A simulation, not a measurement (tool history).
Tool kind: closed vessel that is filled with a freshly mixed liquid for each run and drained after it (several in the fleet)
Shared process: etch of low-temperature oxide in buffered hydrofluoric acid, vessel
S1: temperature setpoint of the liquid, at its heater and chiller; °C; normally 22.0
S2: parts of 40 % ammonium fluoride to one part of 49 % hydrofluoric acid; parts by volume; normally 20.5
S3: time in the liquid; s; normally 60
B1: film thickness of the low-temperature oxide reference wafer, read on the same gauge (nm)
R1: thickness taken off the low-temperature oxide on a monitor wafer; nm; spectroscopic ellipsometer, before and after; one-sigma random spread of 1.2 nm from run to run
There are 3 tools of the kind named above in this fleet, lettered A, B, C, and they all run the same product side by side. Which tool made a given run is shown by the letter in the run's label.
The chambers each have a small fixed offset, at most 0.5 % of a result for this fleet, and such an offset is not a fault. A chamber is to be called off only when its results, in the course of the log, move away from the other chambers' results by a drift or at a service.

run 1C hour=7.7 | S1=22.0 S2=20.5 S3=60 | B1=69.993 | R1=169.510
run 2B hour=14.2 | S1=22.0 S2=20.5 S3=60 | B1=69.987 | R1=171.970
run 3A hour=22.3 | S1=22.0 S2=20.5 S3=60 | B1=70.002 | R1=172.740
run 4C hour=29.5 | S1=22.0 S2=20.5 S3=60 | B1=70.021 | R1=169.350
run 5B hour=37.5 | S1=22.0 S2=20.5 S3=60 | B1=70.002 | R1=172.250
run 6A hour=41.8 | S1=22.0 S2=20.5 S3=60 | B1=70.024 | R1=172.190
run 7C hour=47.3 | S1=22.0 S2=26.0 S3=35 | B1=70.003 | R1=82.509
run 8A hour=51.8 | S1=22.0 S2=26.0 S3=35 | B1=70.000 | R1=84.235
run 9B hour=57.1 | S1=22.0 S2=26.0 S3=35 | B1=70.009 | R1=86.033
run 10A hour=65.3 | S1=22.0 S2=20.5 S3=60 | B1=70.007 | R1=172.800
-- hour=68.5 chamber A: hydrofluoric acid flow meter replaced
-- hour=68.8 chamber B: hydrofluoric acid flow meter replaced
run 11C hour=70.9 | S1=24.0 S2=20.5 S3=60 | B1=69.997 | R1=186.750
run 12B hour=78.0 | S1=24.0 S2=20.5 S3=60 | B1=70.010 | R1=190.910
run 13A hour=86.4 | S1=24.0 S2=20.5 S3=60 | B1=69.996 | R1=191.040
run 14B hour=94.4 | S1=22.0 S2=20.5 S3=60 | B1=70.000 | R1=172.240
run 15C hour=100.1 | S1=22.0 S2=20.5 S3=60 | B1=69.998 | R1=163.340
run 16B hour=105.4 | S1=22.0 S2=20.5 S3=60 | B1=69.997 | R1=171.030
run 17A hour=110.2 | S1=22.0 S2=20.5 S3=60 | B1=70.000 | R1=171.540
run 18C hour=116.9 | S1=22.0 S2=20.5 S3=60 | B1=70.003 | R1=158.540
run 19B hour=121.1 | S1=22.0 S2=20.5 S3=60 | B1=69.982 | R1=170.510
run 20A hour=127.0 | S1=22.0 S2=20.5 S3=60 | B1=70.014 | R1=169.040
run 21C hour=132.7 | S1=24.5 S2=23.0 S3=60 | B1=70.005 | R1=168.400
run 22B hour=140.6 | S1=24.5 S2=23.0 S3=60 | B1=69.995 | R1=182.980
run 23C hour=146.6 | S1=24.5 S2=23.0 S3=60 | B1=70.006 | R1=166.750

Decide between three cases: one chamber stands off from its peers, the gauge reading all wafers drifts, or nothing is wrong past each chamber's small offset. Where a chamber is off, say which and what most likely put it there.

One chamber, C, drifts off from the rest bit by bit.
Most likely cause: liquid colder than its thermometer reads (K) = 1.79.
From this log alone, it may not be told apart from: hydrofluoric acid flow below the setpoint (%).

Below are 4 candidate recipes for chamber C's next run, each the usual settings with a change, their results shown as question marks. Which of them brings C's results back in line with what the other chambers give on the usual settings?
Counts as in line when no further than this from what the other chambers average on the usual settings: R1 4.300 nm
run 24C-1 hour=152.8 | S1=22.0 S2=20.0 S3=65 | R1=?
run 24C-2 hour=152.8 | S1=20.0 S2=23.5 S3=60 | R1=?
run 24C-3 hour=152.8 | S1=21.0 S2=22.0 S3=60 | R1=?
run 24C-4 hour=152.8 | S1=22.0 S2=19.5 S3=70 | R1=?

The mean the other chambers reach with the usual settings: R1 171.520 nm
run=24C-1 R1=172.080
run=24C-2 R1=126.790
run=24C-3 R1=140.480
run=24C-4 R1=189.980
The right change is 24C-1: it brings the chamber back within the allowed miss of the others.
